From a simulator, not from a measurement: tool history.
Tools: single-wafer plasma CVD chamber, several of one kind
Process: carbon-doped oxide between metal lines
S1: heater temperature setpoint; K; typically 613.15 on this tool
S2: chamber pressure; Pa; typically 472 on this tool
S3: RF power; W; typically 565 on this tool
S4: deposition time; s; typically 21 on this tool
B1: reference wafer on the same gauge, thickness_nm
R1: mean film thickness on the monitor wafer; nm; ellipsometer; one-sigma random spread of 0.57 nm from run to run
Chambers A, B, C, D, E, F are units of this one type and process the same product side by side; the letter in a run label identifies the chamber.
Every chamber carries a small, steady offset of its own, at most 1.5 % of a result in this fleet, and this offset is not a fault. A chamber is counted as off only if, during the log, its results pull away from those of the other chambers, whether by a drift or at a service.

run   hour      S1   S2   S3  S4      B1      R1
 1E    8.9  613.15  472  565  21  133.99  114.33
 2A   21.6  613.15  472  565  21  134.05  114.97
 3C     31  613.15  472  565  21  134.01  115.53
      39.6  -- chamber E: RF generator calibrated
 4D     42  613.15  472  565  21  134.03  113.39
 5B   48.7  613.15  472  565  21  133.74  113.16
 6F   60.1  613.15  472  565  21  134.14  115.43
 7D   66.7  613.15  472  480  21  133.85  103.39
 8B   76.6  613.15  472  480  21  134.01  102.58
 9F   89.4  613.15  472  480  21  134.11  103.41
10C  100.7  613.15  472  480  21  133.98  104.17
     113.7  -- chamber B: capacitance manometer re-zeroed and calibrated
11E  114.8  613.15  472  480  21  134.05  103.82
12A  129.5  613.15  472  480  21  133.86  102.93
13B  140.5  613.15  472  565  21  133.91  114.07
14F  154.8  613.15  472  615  21  133.93  120.44
15C  163.5  613.15  472  615  21   133.9  120.78
16D  170.1  613.15  472  615  21  134.06  118.48
17A  177.9  613.15  472  615  21  134.11  121.46
18E  190.6  613.15  472  615  21  133.99  119.41
19B  204.9  613.15  472  615  21     134  120.05
20D  213.5  613.15  472  565  21   133.8  113.16
21F  227.7  613.15  472  565  21  133.99  114.85
22A  241.5  613.15  472  565  21  133.84  114.33
23C    254  613.15  472  565  21  133.97  114.67
24E  266.1  613.15  472  565  21  134.07  114.04
25D  278.8  613.15  472  565  21  133.95  111.78
26F  286.8  613.15  472  565  21  133.91  114.13
27E    296  613.15  472  565  21  134.21  113.57
28B  309.2  613.15  472  565  21  134.13   113.9
29C  317.2  613.15  472  565  21  133.87  116.39
30A    326  613.15  472  565  21  134.01  114.95
31D  338.3  613.15  472  565  21  134.08  109.91
32E  350.1  613.15  472  565  21  133.97  114.32
33B  364.9  613.15  472  565  21  134.13  113.81
34F  371.4  613.15  472  565  21  133.89  114.25
35C  378.2  613.15  472  565  21     134  116.34
36A  386.6  613.15  472  565  21  134.06  114.77
37C  396.6  613.15  472  565  21  133.99  116.32

Each of the 6 chambers runs these same settings next. Fill in every chamber's results:
38A  407.3  613.15  553  565  21       ?
38B  407.3  613.15  553  565  21       ?
38C  407.3  613.15  553  565  21       ?
38D  407.3  613.15  553  565  21       ?
38E  407.3  613.15  553  565  21       ?
38F  407.3  613.15  553  565  21       ?

run      R1
38A  117.12
38B  116.52
38C   118.4
38D  110.69
38E   116.1
38F  117.27

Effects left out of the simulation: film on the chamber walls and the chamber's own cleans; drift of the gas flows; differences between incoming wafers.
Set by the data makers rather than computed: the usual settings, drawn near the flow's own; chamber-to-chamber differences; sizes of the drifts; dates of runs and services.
